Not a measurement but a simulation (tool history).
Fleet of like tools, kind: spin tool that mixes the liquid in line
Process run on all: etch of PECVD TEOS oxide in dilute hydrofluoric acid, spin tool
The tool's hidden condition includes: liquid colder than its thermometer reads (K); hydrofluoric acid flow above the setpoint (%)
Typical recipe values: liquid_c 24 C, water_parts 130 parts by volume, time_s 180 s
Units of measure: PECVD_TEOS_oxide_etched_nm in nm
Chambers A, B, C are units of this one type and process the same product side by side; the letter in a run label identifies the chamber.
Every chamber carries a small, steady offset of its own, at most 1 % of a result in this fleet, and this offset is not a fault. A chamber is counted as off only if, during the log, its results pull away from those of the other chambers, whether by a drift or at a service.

run	hour	liquid_c	water_parts	time_s	hours since the thermometer was replaced	hours since the hydrofluoric acid flow meter was replaced	read-back film thickness of the PECVD TEOS oxide reference wafer, read on the same gauge (nm)	PECVD_TEOS_oxide_etched_nm
1A	13.7	24	130	180	2184.7	27.6	40.032	14.274
2C	28.5	24	130	180	138.1	153.6	40.024	14.606
3B	43.6	24	130	180	1044.9	2008.6	39.997	14.441
4B	54.5	24	130	180	1055.8	2019.5	39.965	14.538
5C	68	24	130	180	177.6	193.1	40.035	14.579
6A	79.2	24	130	180	2250.2	93.1	40.022	14.391
7C	91.2	24	130	180	200.8	216.3	40.02	14.427
8B	101.6	24	130	180	1102.9	2066.6	39.965	14.541
9A	116.3	26	130	120	2287.3	130.2	40.055	10.14
10C	130	26	130	120	239.6	255.1	39.991	10.472
11A	138.7	26	130	120	2309.7	152.6	39.971	10.472
12B	148.2	24	130	180	1149.5	2113.2	40.006	14.637
13B	163.1	24	130	180	1164.4	2128.1	40.034	14.403
14A	171.2	24	130	180	2342.2	185.1	40.053	14.255
15C	181.7	27.5	80	180	291.3	306.8	39.995	28.955
16B	188.3	27.5	80	180	1189.6	2153.3	39.973	28.775
17C	196.7	27.5	80	180	306.3	321.8	40.059	29.258
18A	210.6	24	130	180	2381.6	224.5	39.964	14.208
19C	225.2	24	130	180	334.8	350.3	39.969	14.741
# hour 229.1: chamber A: thermometer replaced
20A	237.4	24	130	180	8.4	251.3	40.018	14.33
21B	252	24	130	180	1253.3	2217	39.99	14.598
22A	258.6	24	130	180	29.6	272.5	39.981	14.352
23B	269.3	24	130	180	1270.6	2234.3	40.018	14.227
24C	278	24	130	180	387.6	403.1	40.033	15.127
25B	289.9	24	130	180	1291.2	2254.9	39.965	14.285
26C	305	24	130	180	414.6	430.1	39.962	15.197
27A	317.4	24	70	180	88.4	331.3	39.94	28.237
28A	324.1	24	70	180	95.1	338	39.985	28.877
29C	338.4	24	70	180	448	463.5	40.032	30.428
30B	348.2	24	130	180	1349.5	2313.2	39.995	14.509
31B	363.2	24	130	180	1364.5	2328.2	40.025	14.394
32A	373.7	24	130	180	144.7	387.6	40.076	14.598
33C	381.9	24	130	180	491.5	507	40.004	15.33
34A	392.2	24	130	180	163.2	406.1	39.987	14.418
# hour 393.2: chamber B: hydrofluoric acid flow meter replaced
35C	403.3	24	130	180	512.9	528.4	39.957	15.478
36B	414.9	26	130	180	1416.2	21.8	39.973	15.779
37C	430	26	130	180	539.6	555.1	39.979	16.805
38A	441.7	26	130	180	212.7	455.6	40.035	15.446
39B	450	24	130	180	1451.3	56.9	39.998	14.611
40B	459.9	24	130	180	1461.2	66.8	39.956	14.247
41A	467.8	24	130	180	238.8	481.7	40.026	14.387

Next, every chamber runs the same settings. What will each give?
42A	478.7	26	130	180				?
42B	478.7	26	130	180				?
42C	478.7	26	130	180				?

run	PECVD_TEOS_oxide_etched_nm
42A	15.391
42B	15.721
42C	17.393

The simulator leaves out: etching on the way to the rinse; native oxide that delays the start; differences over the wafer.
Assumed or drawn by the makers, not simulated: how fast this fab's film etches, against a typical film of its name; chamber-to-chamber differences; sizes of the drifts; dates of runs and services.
